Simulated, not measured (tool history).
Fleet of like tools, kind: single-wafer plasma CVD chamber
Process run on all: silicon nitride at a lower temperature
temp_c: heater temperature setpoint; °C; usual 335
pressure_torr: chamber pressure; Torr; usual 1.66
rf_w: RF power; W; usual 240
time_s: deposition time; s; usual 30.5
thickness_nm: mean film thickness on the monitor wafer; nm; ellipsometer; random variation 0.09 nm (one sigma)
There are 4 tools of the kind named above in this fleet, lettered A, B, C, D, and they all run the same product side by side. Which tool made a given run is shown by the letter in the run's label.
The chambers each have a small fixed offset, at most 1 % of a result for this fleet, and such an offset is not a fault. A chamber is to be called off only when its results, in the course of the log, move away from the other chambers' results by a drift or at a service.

run   hour  temp_c  pressure_torr  rf_w  time_s  hours since the last thermocouple change  hours since the last RF generator calibration  hours since the last manometer calibration  read-back reference wafer on the same gauge, thickness_nm  thickness_nm
 1B    2.1     335           1.66   240    30.5                                    1017.0                                         1466.9                                      1191.2                                                     26.398        30.864
 2C    4.9     335           1.66   240    30.5                                     392.9                                          708.3                                       134.4                                                     26.399        31.392
 3D    7.6     335           1.66   240    30.5                                    2174.4                                          357.7                                      1465.7                                                     26.388        30.975
 4A   10.0     335           1.66   240    30.5                                     968.0                                          541.7                                        70.1                                                     26.400        30.902
 5A   12.3     335           1.66   240    30.5                                     970.3                                          544.0                                        72.4                                                     26.411        30.926
 6D   15.1     335           1.99   240    30.5                                    2181.9                                          365.2                                      1473.2                                                     26.374        32.704
 7B   17.0     335           1.99   240    30.5                                    1031.9                                         1481.8                                      1206.1                                                     26.416        32.550
 8C   19.9     335           1.99   240    30.5                                     407.9                                          723.3                                       149.4                                                     26.384        32.909
 9D   23.6     335           1.99   240    30.5                                    2190.4                                          373.7                                      1481.7                                                     26.412        32.590
10B   27.1     335           1.66   240    30.5                                    1042.0                                         1491.9                                      1216.2                                                     26.392        30.958
11A   31.2     335           1.66   240    30.5                                     989.2                                          562.9                                        91.3                                                     26.400        31.057
12C   34.4     335           1.66   240    30.5                                     422.4                                          737.8                                       163.9                                                     26.405        31.317
13B   38.3     335           1.66   215    30.5                                    1053.2                                         1503.1                                      1227.4                                                     26.382        28.497
14C   40.5     335           1.66   215    30.5                                     428.5                                          743.9                                       170.0                                                     26.389        28.925
15D   43.6     335           1.66   215    30.5                                    2210.4                                          393.7                                      1501.7                                                     26.388        28.436
16A   46.7     335           1.66   215    30.5                                    1004.7                                          578.4                                       106.8                                                     26.403        28.356
17A   48.7     335           1.66   240    30.5                                    1006.7                                          580.4                                       108.8                                                     26.405        30.794
18C   50.8     335           1.66   240    30.5                                     438.8                                          754.2                                       180.3                                                     26.384        31.442
19B   55.0     335           1.66   240    30.5                                    1069.9                                         1519.8                                      1244.1                                                     26.414        30.985
20D   58.8     335           1.66   240    30.5                                    2225.6                                          408.9                                      1516.9                                                     26.404        30.691
21B   60.9     335           1.87   240    36.4                                    1075.8                                         1525.7                                      1250.0                                                     26.422        38.228
22C   63.3     335           1.87   240    36.4                                     451.3                                          766.7                                       192.8                                                     26.401        38.617
23A   66.5     335           1.87   240    36.4                                    1024.5                                          598.2                                       126.6                                                     26.394        38.180
24D   69.6     335           1.87   240    36.4                                    2236.4                                          419.7                                      1527.7                                                     26.411        37.572
25A   73.1     335           1.66   240    30.5                                    1031.1                                          604.8                                       133.2                                                     26.387        30.868
26C   76.4     335           1.85   240    30.5                                     464.4                                          779.8                                       205.9                                                     26.393        32.246
27B   79.0     335           1.85   240    30.5                                    1093.9                                         1543.8                                      1268.1                                                     26.407        31.911
28D   82.2     335           1.85   240    30.5                                    2249.0                                          432.3                                      1540.3                                                     26.413        31.449
29A   84.2     335           1.85   240    30.5                                    1042.2                                          615.9                                       144.3                                                     26.396        31.828
30D   86.5     335           1.66   240    30.5                                    2253.3                                          436.6                                      1544.6                                                     26.385        30.445
31C   88.7     335           1.66   240    30.5                                     476.7                                          792.1                                       218.2                                                     26.397        31.367
32B   91.6     335           1.66   210    30.5                                    1106.5                                         1556.4                                      1280.7                                                     26.401        28.061
33B   95.9     335           1.66   210    30.5                                    1110.8                                         1560.7                                      1285.0                                                     26.420        28.006
34A   99.5     335           1.66   210    30.5                                    1057.5                                          631.2                                       159.6                                                     26.386        27.948
35C  102.9     335           1.66   210    30.5                                     490.9                                          806.3                                       232.4                                                     26.413        28.435
36D  106.4     335           1.66   240    30.5                                    2273.2                                          456.5                                      1564.5                                                     26.395        30.357
37C  108.6     335           1.66   240    30.5                                     496.6                                          812.0                                       238.1                                                     26.407        31.415
38A  111.7     335           1.66   240    30.5                                    1069.7                                          643.4                                       171.8                                                     26.380        30.923
39B  113.8     335           1.66   240    30.5                                    1128.7                                         1578.6                                      1302.9                                                     26.379        31.093
40D  117.7     335           1.66   240    30.5                                    2284.5                                          467.8                                      1575.8                                                     26.408        30.248
41C  119.7     335           1.66   240    30.5                                     507.7                                          823.1                                       249.2                                                     26.419        31.263

Read the log: is a single chamber off, either drifting away or since a service, is the gauge that measures every chamber drifting, or is nothing wrong beyond small per-chamber offsets? Name any odd chamber and what most likely caused it.

Little by little, chamber D moves away from the other chambers.
What lies behind it: delivered RF power below the setpoint (%) = 4.19.

Here are 4 candidates for chamber D's next run, each the usual settings with a change, their results left as question marks. Which one brings its results back in line with what the others give on the usual settings?
To be in line, a result may differ from the other chambers' mean on the usual settings by at most: thickness_nm 0.310 nm
42D-1  122.8     335           1.66   240    31.5                                                                                                                                                                                                             ?
42D-2  122.8     335           1.66   235    30.0                                                                                                                                                                                                             ?
42D-3  122.8     335           1.67   240    30.8                                                                                                                                                                                                             ?
42D-4  122.8     335           1.65   240    30.2                                                                                                                                                                                                             ?

On the usual settings, the other chambers give on average: thickness_nm 31.068 nm
  run  thickness_nm
42D-1        31.105
42D-2        29.163
42D-3        30.464
42D-4        29.776
The right change is 42D-1: it brings the chamber back within the allowed miss of the others.
